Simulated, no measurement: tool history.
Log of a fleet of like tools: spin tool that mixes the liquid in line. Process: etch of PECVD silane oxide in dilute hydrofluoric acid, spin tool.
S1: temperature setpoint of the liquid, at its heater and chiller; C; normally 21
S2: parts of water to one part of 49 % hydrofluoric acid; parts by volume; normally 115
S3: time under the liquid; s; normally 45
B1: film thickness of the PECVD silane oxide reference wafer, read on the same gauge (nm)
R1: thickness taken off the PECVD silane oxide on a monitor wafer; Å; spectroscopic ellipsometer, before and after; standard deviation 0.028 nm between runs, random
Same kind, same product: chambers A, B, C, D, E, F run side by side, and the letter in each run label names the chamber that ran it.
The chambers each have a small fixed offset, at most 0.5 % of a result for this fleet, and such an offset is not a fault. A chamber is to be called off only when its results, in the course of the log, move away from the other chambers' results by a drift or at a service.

{"run": "1F", "day": 0.283, "S1": 21, "S2": 115, "S3": 45, "B1": 70.018, "R1": 54.631}
{"run": "2B", "day": 0.571, "S1": 21, "S2": 115, "S3": 45, "B1": 70.013, "R1": 54.974}
{"run": "3E", "day": 1.104, "S1": 21, "S2": 115, "S3": 45, "B1": 69.963, "R1": 54.343}
{"run": "4C", "day": 1.625, "S1": 21, "S2": 115, "S3": 45, "B1": 69.953, "R1": 55.344}
{"run": "5A", "day": 2.142, "S1": 21, "S2": 85, "S3": 45, "B1": 70.012, "R1": 76.647}
{"run": "6D", "day": 2.546, "S1": 21, "S2": 85, "S3": 45, "B1": 69.978, "R1": 77.042}
{"run": "7F", "day": 3.079, "S1": 21, "S2": 85, "S3": 45, "B1": 70.006, "R1": 76.423}
{"run": "8E", "day": 3.512, "S1": 21, "S2": 85, "S3": 45, "B1": 69.995, "R1": 76.168}
{"day": 3.746, "done": "chamber C: thermometer replaced"}
{"run": "9A", "day": 3.942, "S1": 21, "S2": 85, "S3": 45, "B1": 70.022, "R1": 77.641}
{"run": "10D", "day": 4.379, "S1": 21, "S2": 85, "S3": 45, "B1": 69.952, "R1": 76.797}
{"run": "11C", "day": 4.75, "S1": 21, "S2": 115, "S3": 45, "B1": 70.015, "R1": 54.983}
{"run": "12B", "day": 5.296, "S1": 21, "S2": 115, "S3": 45, "B1": 69.987, "R1": 54.598}
{"day": 5.779, "done": "chamber E: thermometer replaced"}
{"run": "13F", "day": 5.812, "S1": 21, "S2": 115, "S3": 45, "B1": 69.996, "R1": 54.487}
{"run": "14A", "day": 6.167, "S1": 21, "S2": 115, "S3": 45, "B1": 69.988, "R1": 54.935}
{"run": "15D", "day": 6.625, "S1": 21, "S2": 115, "S3": 45, "B1": 70.019, "R1": 54.369}
{"run": "16C", "day": 7.154, "S1": 21, "S2": 115, "S3": 45, "B1": 69.985, "R1": 54.603}
{"run": "17E", "day": 7.542, "S1": 21, "S2": 115, "S3": 45, "B1": 69.973, "R1": 54.876}
{"run": "18B", "day": 7.888, "S1": 21, "S2": 115, "S3": 45, "B1": 69.986, "R1": 54.801}
{"day": 7.921, "done": "chamber B: hydrofluoric acid flow meter replaced"}
{"run": "19E", "day": 8.442, "S1": 21, "S2": 115, "S3": 45, "B1": 70.018, "R1": 54.837}
{"run": "20A", "day": 9.017, "S1": 21, "S2": 115, "S3": 45, "B1": 70.004, "R1": 54.869}
{"run": "21F", "day": 9.546, "S1": 21, "S2": 115, "S3": 45, "B1": 69.971, "R1": 54.79}
{"run": "22D", "day": 10.108, "S1": 21, "S2": 115, "S3": 45, "B1": 70.022, "R1": 55.061}
{"run": "23C", "day": 10.638, "S1": 21, "S2": 115, "S3": 45, "B1": 69.98, "R1": 54.327}
{"run": "24B", "day": 11.033, "S1": 21, "S2": 115, "S3": 45, "B1": 69.996, "R1": 55.022}
{"run": "25E", "day": 11.429, "S1": 21, "S2": 115, "S3": 45, "B1": 70.036, "R1": 54.497}
{"day": 11.621, "done": "chamber A: hydrofluoric acid flow meter replaced"}
{"run": "26C", "day": 11.8, "S1": 21, "S2": 115, "S3": 45, "B1": 70.019, "R1": 55.313}
{"run": "27B", "day": 12.258, "S1": 21, "S2": 115, "S3": 45, "B1": 69.978, "R1": 54.845}
{"run": "28D", "day": 12.533, "S1": 23, "S2": 115, "S3": 60, "B1": 70.014, "R1": 79.755}
{"run": "29A", "day": 12.971, "S1": 23, "S2": 115, "S3": 60, "B1": 70.006, "R1": 79.133}
{"run": "30F", "day": 13.525, "S1": 23, "S2": 115, "S3": 60, "B1": 69.967, "R1": 78.514}
{"run": "31B", "day": 14.038, "S1": 23, "S2": 115, "S3": 60, "B1": 69.944, "R1": 78.941}
{"day": 14.108, "done": "chamber F: hydrofluoric acid flow meter replaced"}
{"run": "32A", "day": 14.358, "S1": 23, "S2": 115, "S3": 60, "B1": 69.961, "R1": 79.326}
{"run": "33E", "day": 14.675, "S1": 23, "S2": 115, "S3": 60, "B1": 70.043, "R1": 78.701}
{"run": "34F", "day": 15.112, "S1": 23.5, "S2": 115, "S3": 60, "B1": 70.017, "R1": 80.332}
{"run": "35D", "day": 15.45, "S1": 23.5, "S2": 115, "S3": 60, "B1": 69.984, "R1": 81.234}
{"day": 15.8, "done": "chamber B: thermometer replaced"}
{"run": "36C", "day": 15.817, "S1": 23.5, "S2": 115, "S3": 60, "B1": 70.041, "R1": 81.215}
{"run": "37E", "day": 16.438, "S1": 23.5, "S2": 115, "S3": 60, "B1": 69.968, "R1": 80.645}
{"run": "38F", "day": 16.733, "S1": 23.5, "S2": 115, "S3": 60, "B1": 70.017, "R1": 80.198}
{"run": "39A", "day": 17.242, "S1": 23.5, "S2": 115, "S3": 60, "B1": 69.989, "R1": 80.997}
{"run": "40D", "day": 17.525, "S1": 21, "S2": 115, "S3": 45, "B1": 69.965, "R1": 55.154}
{"run": "41B", "day": 18.096, "S1": 21, "S2": 115, "S3": 45, "B1": 69.98, "R1": 55.83}
{"run": "42C", "day": 18.546, "S1": 21, "S2": 115, "S3": 45, "B1": 69.996, "R1": 54.929}
{"run": "43B", "day": 19.05, "S1": 21, "S2": 115, "S3": 45, "B1": 70.003, "R1": 54.97}

Decide between three cases: one chamber stands off from its peers, the gauge reading all wafers drifts, or nothing is wrong past each chamber's small offset. Where a chamber is off, say which and what most likely put it there.

No chamber stands off beyond its own small offset, and the gauge holds steady.

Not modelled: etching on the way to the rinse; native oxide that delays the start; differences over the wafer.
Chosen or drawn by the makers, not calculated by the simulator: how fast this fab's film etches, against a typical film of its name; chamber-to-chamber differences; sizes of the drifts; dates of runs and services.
